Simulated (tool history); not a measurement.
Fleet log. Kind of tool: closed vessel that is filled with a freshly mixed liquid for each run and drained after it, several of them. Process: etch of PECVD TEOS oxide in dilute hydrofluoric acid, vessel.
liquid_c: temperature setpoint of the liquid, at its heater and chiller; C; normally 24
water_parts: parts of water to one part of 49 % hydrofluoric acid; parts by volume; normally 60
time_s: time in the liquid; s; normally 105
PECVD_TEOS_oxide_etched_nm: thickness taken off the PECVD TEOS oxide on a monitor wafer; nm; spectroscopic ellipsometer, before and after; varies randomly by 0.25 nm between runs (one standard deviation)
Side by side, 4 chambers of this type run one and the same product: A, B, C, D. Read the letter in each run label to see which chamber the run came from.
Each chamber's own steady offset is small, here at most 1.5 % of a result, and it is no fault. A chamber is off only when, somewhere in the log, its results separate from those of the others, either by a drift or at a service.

run   hour  liquid_c  water_parts  time_s  hours since the thermometer was replaced  hours since the hydrofluoric acid flow meter was replaced  read-back film thickness of the PECVD TEOS oxide reference wafer, read on the same gauge (nm)  PECVD_TEOS_oxide_etched_nm
 1A    7.0        24           60     105                                     169.1                                                      311.3                                                                                         90.005                      26.681
 2C   16.0        24           60     105                                    2163.8                                                      332.6                                                                                         89.976                      27.024
 3D   23.9        24           60     105                                     387.0                                                     1367.3                                                                                         89.992                      26.819
 4B   34.3        24           60     105                                    1247.9                                                       64.1                                                                                         90.012                      27.047
      40.1  -- chamber B: thermometer replaced
 5C   42.5        24           60     105                                    2190.3                                                      359.1                                                                                         90.015                      26.877
 6B   50.5        24           60     105                                      10.5                                                       80.3                                                                                         90.013                      26.559
 7D   59.9        24           60     105                                     423.0                                                     1403.3                                                                                         89.992                      26.613
      68.3  -- chamber D: hydrofluoric acid flow meter replaced
 8A   70.6        24           60     105                                     232.7                                                      374.9                                                                                         90.017                      27.254
 9A   78.6        22           80     105                                     240.7                                                      382.9                                                                                         89.982                      18.217
10D   88.2        22           80     105                                     451.3                                                       20.0                                                                                         90.011                      18.076
11C   99.3        22           80     105                                    2247.1                                                      415.9                                                                                         90.010                      17.993
12B  109.5        22           80     105                                      69.5                                                      139.3                                                                                         89.994                      17.840
13B  116.7        24           60     105                                      76.7                                                      146.5                                                                                         89.996                      26.452
14D  126.5        24           60     155                                     489.6                                                       58.3                                                                                         89.993                      39.839
15C  133.5        24           60     155                                    2281.3                                                      450.1                                                                                         89.997                      39.895
16A  139.4        24           60     155                                     301.5                                                      443.7                                                                                         89.996                      39.140
17C  144.7        24           60     155                                    2292.5                                                      461.3                                                                                         89.977                      39.780
18D  154.4        21           60     165                                     517.5                                                       86.2                                                                                         90.001                      37.335
19A  159.9        21           60     165                                     322.0                                                      464.2                                                                                         90.000                      36.796
20B  166.7        21           60     165                                     126.7                                                      196.5                                                                                         90.016                      36.710
21D  173.5        21           60     165                                     536.6                                                      105.3                                                                                         89.997                      37.750
22B  183.8        24           60     105                                     143.8                                                      213.6                                                                                         89.988                      26.447
23C  191.5        24           60     105                                    2339.3                                                      508.1                                                                                         89.980                      26.922
24A  199.8        24           60     105                                     361.9                                                      504.1                                                                                         90.003                      25.853
25A  210.7        24           60     105                                     372.8                                                      515.0                                                                                         89.994                      25.779
26B  220.4        22           60     105                                     180.4                                                      250.2                                                                                         89.988                      24.328
27C  226.5        22           60     105                                    2374.3                                                      543.1                                                                                         90.006                      24.416
28D  235.8        22           60     105                                     598.9                                                      167.6                                                                                         90.006                      25.004
29C  242.3        22           60     105                                    2390.1                                                      558.9                                                                                         90.017                      24.465
30D  252.9        24           60     105                                     616.0                                                      184.7                                                                                         90.000                      26.523
31B  260.6        24           60     105                                     220.6                                                      290.4                                                                                         90.000                      26.432
32A  266.7        24           60     105                                     428.8                                                      571.0                                                                                         90.009                      24.285
33D  275.7        24           40     105                                     638.8                                                      207.5                                                                                         90.005                      41.603
34B  282.1        24           40     105                                     242.1                                                      311.9                                                                                         89.993                      40.579
35C  292.2        24           40     105                                    2440.0                                                      608.8                                                                                         90.003                      40.490
36A  302.3        24           40     105                                     464.4                                                      606.6                                                                                         89.991                      36.563
37B  311.8        24           40     105                                     271.8                                                      341.6                                                                                         90.017                      41.009

Next, all 4 chambers run the settings below, one line each with question marks for the results. What does each chamber give?
38A  320.0        24           60     105                                                                                                                                                                                                                               ?
38B  320.0        24           60     105                                                                                                                                                                                                                               ?
38C  320.0        24           60     105                                                                                                                                                                                                                               ?
38D  320.0        24           60     105                                                                                                                                                                                                                               ?

run  PECVD_TEOS_oxide_etched_nm
38A                      23.973
38B                      26.322
38C                      26.915
38D                      26.611
